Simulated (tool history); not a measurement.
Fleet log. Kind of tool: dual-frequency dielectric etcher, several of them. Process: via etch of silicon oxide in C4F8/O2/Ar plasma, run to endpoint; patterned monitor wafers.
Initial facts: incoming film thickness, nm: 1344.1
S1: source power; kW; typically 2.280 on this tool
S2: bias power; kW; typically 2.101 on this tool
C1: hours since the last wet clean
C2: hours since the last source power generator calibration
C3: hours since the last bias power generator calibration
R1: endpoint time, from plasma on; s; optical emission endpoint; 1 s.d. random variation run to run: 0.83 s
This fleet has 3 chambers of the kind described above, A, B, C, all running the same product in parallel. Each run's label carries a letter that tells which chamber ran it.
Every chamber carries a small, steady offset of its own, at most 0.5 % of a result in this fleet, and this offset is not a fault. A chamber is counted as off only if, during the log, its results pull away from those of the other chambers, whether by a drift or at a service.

run,hour,S1,S2,C1,C2,C3,R1
1B,13.2,2.280,2.101,467.6,1289.3,1239.1,245.96
2A,23.8,2.280,2.101,413.8,428.2,1651.0,248.10
# hour 31.7: chamber A: wet clean of the chamber
3C,32.8,2.280,2.101,260.3,1193.0,1530.3,247.25
4B,43.2,2.280,2.101,497.6,1319.3,1269.1,247.78
5C,55.2,2.010,1.907,282.7,1215.4,1552.7,268.32
6A,68.5,2.010,1.907,36.8,472.9,1695.7,267.19
7C,78.1,2.010,1.907,305.6,1238.3,1575.6,268.67
8A,85.9,1.900,1.773,54.2,490.3,1713.1,280.47
9B,97.1,1.900,1.773,551.5,1373.2,1323.0,280.59
10B,105.3,1.900,1.773,559.7,1381.4,1331.2,279.58
11C,114.4,2.710,2.101,341.9,1274.6,1611.9,233.46
12A,120.7,2.710,2.101,89.0,525.1,1747.9,231.37
13C,132.3,2.710,2.101,359.8,1292.5,1629.8,234.45
14B,142.0,2.280,2.101,596.4,1418.1,1367.9,246.85
# hour 147.7: chamber B: wet clean of the chamber
15A,153.8,2.280,2.101,122.1,558.2,1781.0,249.21
16A,166.6,2.760,2.440,134.9,571.0,1793.8,219.94
17C,173.7,2.760,2.440,401.2,1333.9,1671.2,224.13
18B,186.6,2.760,2.440,39.0,1462.7,1412.5,218.70
19B,200.1,2.280,2.101,52.5,1476.2,1426.0,246.69
20C,213.2,2.280,2.101,440.7,1373.4,1710.7,253.96
21A,223.7,2.280,2.101,192.0,628.1,1850.9,247.08
22C,231.3,2.280,2.101,458.8,1391.5,1728.8,254.60
23B,243.6,1.750,2.101,96.0,1519.7,1469.5,275.24
24A,254.9,1.750,2.101,223.2,659.3,1882.1,275.36
25C,261.4,1.750,2.101,488.9,1421.6,1758.9,284.70
26B,267.3,2.280,2.101,119.7,1543.4,1493.2,246.52
27A,273.3,2.280,2.101,241.6,677.7,1900.5,247.44
28A,281.8,1.790,1.652,250.1,686.2,1909.0,292.37
29C,294.8,1.790,1.652,522.3,1455.0,1792.3,305.13
30B,305.2,1.790,1.652,157.6,1581.3,1531.1,294.05

Each of the 3 chambers runs these same settings next. Fill in every chamber's results:
31A,315.0,2.280,1.717,,,,?
31B,315.0,2.280,1.717,,,,?
31C,315.0,2.280,1.717,,,,?

run,R1
31A,262.63
31B,261.56
31C,272.92

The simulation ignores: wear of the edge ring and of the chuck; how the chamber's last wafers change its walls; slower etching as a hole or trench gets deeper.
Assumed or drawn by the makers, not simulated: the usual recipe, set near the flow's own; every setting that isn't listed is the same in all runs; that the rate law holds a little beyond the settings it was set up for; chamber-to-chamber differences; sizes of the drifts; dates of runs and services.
